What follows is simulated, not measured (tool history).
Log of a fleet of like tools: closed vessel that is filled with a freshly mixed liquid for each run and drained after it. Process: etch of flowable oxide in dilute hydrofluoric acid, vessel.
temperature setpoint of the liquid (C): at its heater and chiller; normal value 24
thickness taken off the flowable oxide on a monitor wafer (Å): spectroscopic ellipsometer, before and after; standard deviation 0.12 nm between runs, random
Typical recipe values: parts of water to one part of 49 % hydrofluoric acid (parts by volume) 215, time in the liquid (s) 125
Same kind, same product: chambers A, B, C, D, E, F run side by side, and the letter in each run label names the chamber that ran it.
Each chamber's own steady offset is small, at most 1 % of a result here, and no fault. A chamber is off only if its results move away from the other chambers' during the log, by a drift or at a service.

run   hour  temperature setpoint of the liquid (C)  parts of water to one part of 49 % hydrofluoric acid (parts by volume)  time in the liquid (s)  read-back film thickness of the flowable oxide reference wafer, read on the same gauge (nm)  thickness taken off the flowable oxide on a monitor wafer (Å)
 1C    6.3                                      24                                                                     215                     125                                                                                       149.97                                                         254.59
      13.4  -- chamber C: hydrofluoric acid flow meter replaced
 2B   16.3                                      24                                                                     215                     125                                                                                       150.00                                                         253.86
 3F   21.8                                      24                                                                     215                     125                                                                                       149.99                                                         257.59
      22.0  -- chamber F: hydrofluoric acid flow meter replaced
 4A   31.0                                      24                                                                     215                     125                                                                                       150.04                                                         253.79
 5D   39.9                                      24                                                                     215                     125                                                                                       149.99                                                         254.59
 6E   45.1                                      24                                                                     215                     125                                                                                       149.94                                                         255.41
 7B   50.1                                      24                                                                     215                     125                                                                                       149.98                                                         253.20
 8E   56.6                                      24                                                                     215                     125                                                                                       150.03                                                         254.07
 9A   63.6                                      24                                                                     215                     125                                                                                       150.00                                                         253.07
10D   71.1                                      24                                                                     215                     160                                                                                       150.02                                                         327.44
11C   76.8                                      24                                                                     215                     160                                                                                       149.97                                                         324.68
12F   81.4                                      24                                                                     215                     160                                                                                       149.98                                                         329.15
13B   87.4                                      24                                                                     215                     160                                                                                       150.01                                                         325.90
14D   96.1                                      24                                                                     215                     160                                                                                       149.99                                                         324.93
15A  104.3                                      24                                                                     215                     160                                                                                       150.02                                                         321.72
16F  110.3                                      24                                                                     215                     125                                                                                       150.02                                                         254.49
17E  115.2                                      24                                                                     215                     125                                                                                       150.02                                                         252.39
18C  120.7                                      24                                                                     110                      75                                                                                       149.94                                                         332.75
19B  125.7                                      24                                                                     110                      75                                                                                       150.02                                                         337.42
20F  132.0                                      24                                                                     110                      75                                                                                       150.01                                                         341.68
21C  139.0                                      24                                                                     110                      75                                                                                       149.94                                                         331.44
22A  143.9                                      24                                                                     110                      75                                                                                       150.05                                                         334.32
23E  150.9                                      24                                                                     110                      75                                                                                       150.02                                                         339.79
24D  156.8                                      24                                                                     215                     125                                                                                       150.00                                                         253.42
25E  161.9                                      24                                                                     215                     125                                                                                       150.01                                                         254.59
26D  169.8                                      24                                                                     215                     125                                                                                       150.02                                                         256.52
27F  175.0                                      24                                                                     215                     125                                                                                       150.04                                                         255.19
28B  181.1                                      24                                                                     215                     125                                                                                       150.03                                                         255.13
29A  188.7                                      24                                                                     215                     125                                                                                       149.99                                                         253.91
30C  194.6                                      24                                                                     215                     125                                                                                       149.97                                                         251.26
31D  202.7                                      24                                                                     215                     125                                                                                       150.02                                                         255.77
     205.6  -- chamber E: thermometer replaced
32C  209.5                                      24                                                                     215                     125                                                                                       149.99                                                         252.53
33F  218.8                                      24                                                                     215                      90                                                                                       150.02                                                         185.36
34A  224.5                                      24                                                                     215                      90                                                                                       149.99                                                         182.43
35E  233.3                                      24                                                                     215                      90                                                                                       150.01                                                         183.40
36B  240.6                                      24                                                                     215                      90                                                                                       149.96                                                         181.14
37C  246.9                                      24                                                                     215                      90                                                                                       150.01                                                         183.10
38B  255.0                                      24                                                                     215                      90                                                                                       150.02                                                         183.23

Is one chamber off against the others, does the gauge drift, or is nothing wrong? If a chamber is off, say which, and what the likeliest cause is.

Neither any chamber nor the gauge drifts; the chambers differ only by their own small, steady offsets.
